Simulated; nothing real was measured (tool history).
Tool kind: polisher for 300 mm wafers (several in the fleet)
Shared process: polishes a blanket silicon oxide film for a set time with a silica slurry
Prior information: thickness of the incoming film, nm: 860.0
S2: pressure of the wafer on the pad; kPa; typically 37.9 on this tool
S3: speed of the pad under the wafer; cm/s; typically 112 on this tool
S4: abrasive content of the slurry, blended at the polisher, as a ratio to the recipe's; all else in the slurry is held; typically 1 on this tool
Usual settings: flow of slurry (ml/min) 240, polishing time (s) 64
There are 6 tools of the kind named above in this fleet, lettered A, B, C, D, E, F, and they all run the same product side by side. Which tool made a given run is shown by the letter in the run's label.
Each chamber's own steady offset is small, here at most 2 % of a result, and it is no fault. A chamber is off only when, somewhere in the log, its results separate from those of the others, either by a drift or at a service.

{"run": "1C", "hour": 10.0, "flow of slurry (ml/min)": 240, "S2": 37.9, "S3": 112, "S4": 1, "polishing time (s)": 64, "film removed (nm)": 277.57}
{"run": "2B", "hour": 22.8, "flow of slurry (ml/min)": 240, "S2": 37.9, "S3": 112, "S4": 1, "polishing time (s)": 64, "film removed (nm)": 283.06}
{"hour": 24.2, "done": "chamber B: worn pad replaced by a new one"}
{"hour": 24.5, "done": "chamber A: worn pad replaced by a new one"}
{"hour": 28.7, "done": "chamber C: worn pad replaced by a new one"}
{"run": "3D", "hour": 32.7, "flow of slurry (ml/min)": 240, "S2": 37.9, "S3": 112, "S4": 1, "polishing time (s)": 64, "film removed (nm)": 278.96}
{"hour": 33.8, "done": "chamber E: slurry blender recalibrated"}
{"hour": 37.7, "done": "chamber B: conditioning disc replaced and pad reconditioned"}
{"hour": 41.6, "done": "chamber D: slurry blender recalibrated"}
{"run": "4F", "hour": 43.7, "flow of slurry (ml/min)": 240, "S2": 37.9, "S3": 112, "S4": 1, "polishing time (s)": 64, "film removed (nm)": 278.11}
{"hour": 54.9, "done": "chamber B: slurry blender recalibrated"}
{"run": "5E", "hour": 56.6, "flow of slurry (ml/min)": 240, "S2": 37.9, "S3": 112, "S4": 1, "polishing time (s)": 64, "film removed (nm)": 283.78}
{"run": "6A", "hour": 69.7, "flow of slurry (ml/min)": 240, "S2": 37.9, "S3": 112, "S4": 1, "polishing time (s)": 64, "film removed (nm)": 281.46}
{"hour": 71.3, "done": "chamber A: slurry blender recalibrated"}
{"hour": 74.0, "done": "chamber D: conditioning disc replaced and pad reconditioned"}
{"run": "7A", "hour": 76.7, "flow of slurry (ml/min)": 240, "S2": 37.9, "S3": 112, "S4": 1, "polishing time (s)": 64, "film removed (nm)": 283.57}
{"hour": 84.2, "done": "chamber C: slurry blender recalibrated"}
{"run": "8F", "hour": 86.8, "flow of slurry (ml/min)": 240, "S2": 37.9, "S3": 112, "S4": 1, "polishing time (s)": 64, "film removed (nm)": 277.75}
{"hour": 87.3, "done": "chamber E: worn pad replaced by a new one"}
{"hour": 92.1, "done": "chamber B: worn pad replaced by a new one"}
{"hour": 92.7, "done": "chamber E: slurry nozzle cleaned"}
{"run": "9B", "hour": 95.2, "flow of slurry (ml/min)": 240, "S2": 37.9, "S3": 130, "S4": 1, "polishing time (s)": 64, "film removed (nm)": 319.83}
{"hour": 101.2, "done": "chamber A: worn pad replaced by a new one"}
{"hour": 101.8, "done": "chamber F: worn pad replaced by a new one"}
{"run": "10E", "hour": 104.6, "flow of slurry (ml/min)": 240, "S2": 37.9, "S3": 130, "S4": 1, "polishing time (s)": 64, "film removed (nm)": 317.09}
{"hour": 107.3, "done": "chamber C: worn pad replaced by a new one"}
{"run": "11C", "hour": 112.6, "flow of slurry (ml/min)": 240, "S2": 37.9, "S3": 130, "S4": 1, "polishing time (s)": 64, "film removed (nm)": 317.01}
{"run": "12D", "hour": 121.9, "flow of slurry (ml/min)": 240, "S2": 37.9, "S3": 130, "S4": 1, "polishing time (s)": 64, "film removed (nm)": 307.99}
{"run": "13B", "hour": 130.9, "flow of slurry (ml/min)": 240, "S2": 37.9, "S3": 130, "S4": 1, "polishing time (s)": 64, "film removed (nm)": 318.35}
{"run": "14A", "hour": 137.0, "flow of slurry (ml/min)": 240, "S2": 37.9, "S3": 130, "S4": 1, "polishing time (s)": 64, "film removed (nm)": 320.63}
{"hour": 146.7, "done": "chamber A: conditioning disc replaced and pad reconditioned"}
{"hour": 147.1, "done": "chamber C: head pressure recalibrated"}
{"hour": 148.8, "done": "chamber B: slurry nozzle cleaned"}
{"run": "15C", "hour": 150.4, "flow of slurry (ml/min)": 240, "S2": 37.9, "S3": 112, "S4": 1, "polishing time (s)": 64, "film removed (nm)": 288.06}
{"hour": 157.4, "done": "chamber E: head pressure recalibrated"}
{"run": "16F", "hour": 159.2, "flow of slurry (ml/min)": 240, "S2": 49.0, "S3": 112, "S4": 1, "polishing time (s)": 64, "film removed (nm)": 366.47}
{"hour": 159.7, "done": "chamber B: worn pad replaced by a new one"}
{"hour": 160.7, "done": "chamber F: slurry nozzle cleaned"}
{"hour": 161.2, "done": "chamber F: conditioning disc replaced and pad reconditioned"}
{"run": "17E", "hour": 165.7, "flow of slurry (ml/min)": 240, "S2": 49.0, "S3": 112, "S4": 1, "polishing time (s)": 64, "film removed (nm)": 355.32}
{"hour": 169.1, "done": "chamber C: worn pad replaced by a new one"}
{"run": "18D", "hour": 174.2, "flow of slurry (ml/min)": 240, "S2": 49.0, "S3": 112, "S4": 1, "polishing time (s)": 64, "film removed (nm)": 342.2}
{"hour": 178.6, "done": "chamber A: worn pad replaced by a new one"}
{"run": "19D", "hour": 183.1, "flow of slurry (ml/min)": 240, "S2": 49.0, "S3": 112, "S4": 1, "polishing time (s)": 64, "film removed (nm)": 338.91}
{"run": "20A", "hour": 194.7, "flow of slurry (ml/min)": 240, "S2": 49.0, "S3": 112, "S4": 1, "polishing time (s)": 64, "film removed (nm)": 355.85}
{"hour": 198.0, "done": "chamber D: slurry nozzle cleaned"}
{"run": "21B", "hour": 205.3, "flow of slurry (ml/min)": 240, "S2": 49.0, "S3": 112, "S4": 1, "polishing time (s)": 64, "film removed (nm)": 369.83}
{"hour": 206.5, "done": "chamber F: slurry blender recalibrated"}
{"hour": 209.1, "done": "chamber E: worn pad replaced by a new one"}
{"hour": 210.9, "done": "chamber F: worn pad replaced by a new one"}
{"hour": 212.0, "done": "chamber E: conditioning disc replaced and pad reconditioned"}
{"run": "22C", "hour": 213.1, "flow of slurry (ml/min)": 240, "S2": 37.9, "S3": 112, "S4": 1, "polishing time (s)": 64, "film removed (nm)": 284.72}
{"run": "23E", "hour": 222.9, "flow of slurry (ml/min)": 240, "S2": 37.9, "S3": 112, "S4": 1, "polishing time (s)": 64, "film removed (nm)": 281.02}
{"run": "24F", "hour": 230.4, "flow of slurry (ml/min)": 240, "S2": 37.9, "S3": 112, "S4": 1, "polishing time (s)": 64, "film removed (nm)": 282.04}
{"hour": 232.4, "done": "chamber C: worn pad replaced by a new one"}
{"hour": 237.6, "done": "chamber B: worn pad replaced by a new one"}
{"run": "25B", "hour": 241.3, "flow of slurry (ml/min)": 240, "S2": 37.9, "S3": 112, "S4": 1, "polishing time (s)": 64, "film removed (nm)": 280.09}
{"hour": 245.5, "done": "chamber F: head pressure recalibrated"}
{"run": "26D", "hour": 248.3, "flow of slurry (ml/min)": 240, "S2": 37.9, "S3": 112, "S4": 1, "polishing time (s)": 64, "film removed (nm)": 257.53}
{"hour": 249.4, "done": "chamber D: conditioning disc replaced and pad reconditioned"}
{"hour": 257.4, "done": "chamber A: worn pad replaced by a new one"}
{"run": "27E", "hour": 258.7, "flow of slurry (ml/min)": 240, "S2": 37.9, "S3": 112, "S4": 1, "polishing time (s)": 64, "film removed (nm)": 285.6}
{"run": "28C", "hour": 266.3, "flow of slurry (ml/min)": 240, "S2": 37.9, "S3": 112, "S4": 1, "polishing time (s)": 64, "film removed (nm)": 278.63}
{"run": "29A", "hour": 273.4, "flow of slurry (ml/min)": 240, "S2": 37.9, "S3": 112, "S4": 1, "polishing time (s)": 64, "film removed (nm)": 280.25}
{"run": "30F", "hour": 286.1, "flow of slurry (ml/min)": 240, "S2": 37.9, "S3": 112, "S4": 1, "polishing time (s)": 64, "film removed (nm)": 284.55}
{"hour": 293.0, "done": "chamber F: worn pad replaced by a new one"}
{"run": "31D", "hour": 293.9, "flow of slurry (ml/min)": 240, "S2": 33.8, "S3": 112, "S4": 1, "polishing time (s)": 78, "film removed (nm)": 269.23}
{"run": "32A", "hour": 301.6, "flow of slurry (ml/min)": 240, "S2": 33.8, "S3": 112, "S4": 1, "polishing time (s)": 78, "film removed (nm)": 312.1}
{"hour": 304.6, "done": "chamber B: slurry blender recalibrated"}
{"hour": 306.2, "done": "chamber B: worn pad replaced by a new one"}
{"hour": 309.8, "done": "chamber C: worn pad replaced by a new one"}
{"run": "33E", "hour": 311.2, "flow of slurry (ml/min)": 240, "S2": 33.8, "S3": 112, "S4": 1, "polishing time (s)": 78, "film removed (nm)": 304.05}
{"run": "34C", "hour": 322.0, "flow of slurry (ml/min)": 240, "S2": 33.8, "S3": 112, "S4": 1, "polishing time (s)": 78, "film removed (nm)": 304.37}
{"run": "35F", "hour": 329.0, "flow of slurry (ml/min)": 240, "S2": 33.8, "S3": 112, "S4": 1, "polishing time (s)": 78, "film removed (nm)": 303.99}
{"run": "36B", "hour": 339.0, "flow of slurry (ml/min)": 240, "S2": 33.8, "S3": 112, "S4": 1, "polishing time (s)": 78, "film removed (nm)": 311.97}
{"run": "37B", "hour": 345.9, "flow of slurry (ml/min)": 240, "S2": 37.9, "S3": 112, "S4": 1, "polishing time (s)": 64, "film removed (nm)": 281.89}

For the next run the whole fleet of 6 chambers uses the same settings. Give each chamber's results:
{"run": "38A", "hour": 356.0, "flow of slurry (ml/min)": 240, "S2": 37.9, "S3": 112, "S4": 1, "polishing time (s)": 64, "film removed (nm)": "?"}
{"run": "38B", "hour": 356.0, "flow of slurry (ml/min)": 240, "S2": 37.9, "S3": 112, "S4": 1, "polishing time (s)": 64, "film removed (nm)": "?"}
{"run": "38C", "hour": 356.0, "flow of slurry (ml/min)": 240, "S2": 37.9, "S3": 112, "S4": 1, "polishing time (s)": 64, "film removed (nm)": "?"}
{"run": "38D", "hour": 356.0, "flow of slurry (ml/min)": 240, "S2": 37.9, "S3": 112, "S4": 1, "polishing time (s)": 64, "film removed (nm)": "?"}
{"run": "38E", "hour": 356.0, "flow of slurry (ml/min)": 240, "S2": 37.9, "S3": 112, "S4": 1, "polishing time (s)": 64, "film removed (nm)": "?"}
{"run": "38F", "hour": 356.0, "flow of slurry (ml/min)": 240, "S2": 37.9, "S3": 112, "S4": 1, "polishing time (s)": 64, "film removed (nm)": "?"}

run=38A film_removed_(nm)=286.44
run=38B film_removed_(nm)=286.66
run=38C film_removed_(nm)=275.69
run=38D film_removed_(nm)=240.31
run=38E film_removed_(nm)=276.14
run=38F film_removed_(nm)=276.21
